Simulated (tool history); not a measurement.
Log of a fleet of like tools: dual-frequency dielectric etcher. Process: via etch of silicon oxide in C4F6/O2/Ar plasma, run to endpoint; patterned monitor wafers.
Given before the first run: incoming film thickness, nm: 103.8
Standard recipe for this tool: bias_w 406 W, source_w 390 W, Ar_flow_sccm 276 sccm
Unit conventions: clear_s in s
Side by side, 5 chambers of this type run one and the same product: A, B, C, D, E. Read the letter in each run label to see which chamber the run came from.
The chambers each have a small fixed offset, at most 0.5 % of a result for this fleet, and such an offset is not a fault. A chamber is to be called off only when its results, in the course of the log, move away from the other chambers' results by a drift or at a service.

{"run": "1D", "hour": 6.7, "bias_w": 406, "source_w": 390, "Ar_flow_sccm": 276, "clear_s": 24.721}
{"run": "2E", "hour": 12.3, "bias_w": 406, "source_w": 390, "Ar_flow_sccm": 276, "clear_s": 24.628}
{"run": "3C", "hour": 21.0, "bias_w": 406, "source_w": 390, "Ar_flow_sccm": 276, "clear_s": 24.593}
{"run": "4B", "hour": 27.3, "bias_w": 406, "source_w": 390, "Ar_flow_sccm": 276, "clear_s": 24.771}
{"run": "5A", "hour": 32.2, "bias_w": 406, "source_w": 390, "Ar_flow_sccm": 276, "clear_s": 24.617}
{"run": "6E", "hour": 37.5, "bias_w": 406, "source_w": 390, "Ar_flow_sccm": 211, "clear_s": 23.763}
{"hour": 44.1, "done": "chamber A: wet clean of the chamber"}
{"run": "7C", "hour": 45.9, "bias_w": 406, "source_w": 390, "Ar_flow_sccm": 211, "clear_s": 24.039}
{"run": "8D", "hour": 56.5, "bias_w": 406, "source_w": 390, "Ar_flow_sccm": 211, "clear_s": 24.074}
{"hour": 60.1, "done": "chamber E: wet clean of the chamber"}
{"run": "9B", "hour": 65.9, "bias_w": 406, "source_w": 390, "Ar_flow_sccm": 211, "clear_s": 24.094}
{"run": "10A", "hour": 76.6, "bias_w": 406, "source_w": 390, "Ar_flow_sccm": 211, "clear_s": 24.062}
{"run": "11C", "hour": 82.6, "bias_w": 406, "source_w": 390, "Ar_flow_sccm": 276, "clear_s": 24.677}
{"run": "12E", "hour": 90.2, "bias_w": 406, "source_w": 390, "Ar_flow_sccm": 276, "clear_s": 24.473}
{"run": "13B", "hour": 95.9, "bias_w": 406, "source_w": 390, "Ar_flow_sccm": 276, "clear_s": 24.952}
{"run": "14A", "hour": 106.4, "bias_w": 406, "source_w": 390, "Ar_flow_sccm": 276, "clear_s": 24.649}
{"hour": 109.7, "done": "chamber C: Ar flow controller replaced"}
{"run": "15D", "hour": 113.6, "bias_w": 406, "source_w": 390, "Ar_flow_sccm": 276, "clear_s": 24.773}
{"run": "16C", "hour": 124.1, "bias_w": 406, "source_w": 390, "Ar_flow_sccm": 276, "clear_s": 24.717}
{"run": "17E", "hour": 129.7, "bias_w": 406, "source_w": 390, "Ar_flow_sccm": 276, "clear_s": 24.548}
{"hour": 135.1, "done": "chamber D: bias power generator calibrated"}
{"run": "18A", "hour": 135.7, "bias_w": 406, "source_w": 390, "Ar_flow_sccm": 276, "clear_s": 24.662}
{"hour": 141.6, "done": "chamber D: wet clean of the chamber"}
{"run": "19B", "hour": 145.5, "bias_w": 406, "source_w": 390, "Ar_flow_sccm": 276, "clear_s": 24.823}
{"run": "20D", "hour": 152.5, "bias_w": 406, "source_w": 390, "Ar_flow_sccm": 276, "clear_s": 23.355}
{"run": "21E", "hour": 161.2, "bias_w": 406, "source_w": 390, "Ar_flow_sccm": 276, "clear_s": 24.687}
{"run": "22B", "hour": 166.2, "bias_w": 406, "source_w": 390, "Ar_flow_sccm": 276, "clear_s": 25.032}
{"run": "23C", "hour": 176.0, "bias_w": 371, "source_w": 430, "Ar_flow_sccm": 276, "clear_s": 24.49}
{"run": "24D", "hour": 186.4, "bias_w": 371, "source_w": 430, "Ar_flow_sccm": 276, "clear_s": 23.302}
{"hour": 191.5, "done": "chamber B: wet clean of the chamber"}
{"run": "25A", "hour": 195.2, "bias_w": 371, "source_w": 430, "Ar_flow_sccm": 276, "clear_s": 24.473}
{"run": "26B", "hour": 201.7, "bias_w": 371, "source_w": 430, "Ar_flow_sccm": 276, "clear_s": 24.753}
{"run": "27D", "hour": 207.7, "bias_w": 371, "source_w": 430, "Ar_flow_sccm": 276, "clear_s": 23.29}
{"run": "28A", "hour": 212.3, "bias_w": 406, "source_w": 390, "Ar_flow_sccm": 276, "clear_s": 24.677}
{"run": "29E", "hour": 220.0, "bias_w": 406, "source_w": 390, "Ar_flow_sccm": 276, "clear_s": 24.774}
{"run": "30C", "hour": 227.4, "bias_w": 406, "source_w": 390, "Ar_flow_sccm": 276, "clear_s": 24.76}

Is one chamber out of step, is the gauge drifting, or do the chambers differ by no more than their own small offsets? For an off chamber, give its letter and the likeliest cause.

After it was serviced, chamber D no longer matches the other chambers.
Most likely cause: etch rate over this chamber's usual, % = 5.13.

Below are 4 candidate recipes for chamber D's next run, each the usual settings with a change, their results shown as question marks. Which of them brings D's results back in line with what the other chambers give on the usual settings?
In line means no further than this from the other chambers' mean on the usual settings: clear_s 0.380 s
{"run": "31D-1", "hour": 235.0, "bias_w": 406, "source_w": 390, "Ar_flow_sccm": 232, "clear_s": "?"}
{"run": "31D-2", "hour": 235.0, "bias_w": 432, "source_w": 420, "Ar_flow_sccm": 271, "clear_s": "?"}
{"run": "31D-3", "hour": 235.0, "bias_w": 353, "source_w": 390, "Ar_flow_sccm": 287, "clear_s": "?"}
{"run": "31D-4", "hour": 235.0, "bias_w": 386, "source_w": 390, "Ar_flow_sccm": 276, "clear_s": "?"}

Average result of the remaining chambers running the usual settings: clear_s 24.686 s
run=31D-1 clear_s=23.049
run=31D-2 clear_s=22.302
run=31D-3 clear_s=24.796
run=31D-4 clear_s=23.924
The answer is 31D-3, which returns the chamber to within the allowed miss of the others.

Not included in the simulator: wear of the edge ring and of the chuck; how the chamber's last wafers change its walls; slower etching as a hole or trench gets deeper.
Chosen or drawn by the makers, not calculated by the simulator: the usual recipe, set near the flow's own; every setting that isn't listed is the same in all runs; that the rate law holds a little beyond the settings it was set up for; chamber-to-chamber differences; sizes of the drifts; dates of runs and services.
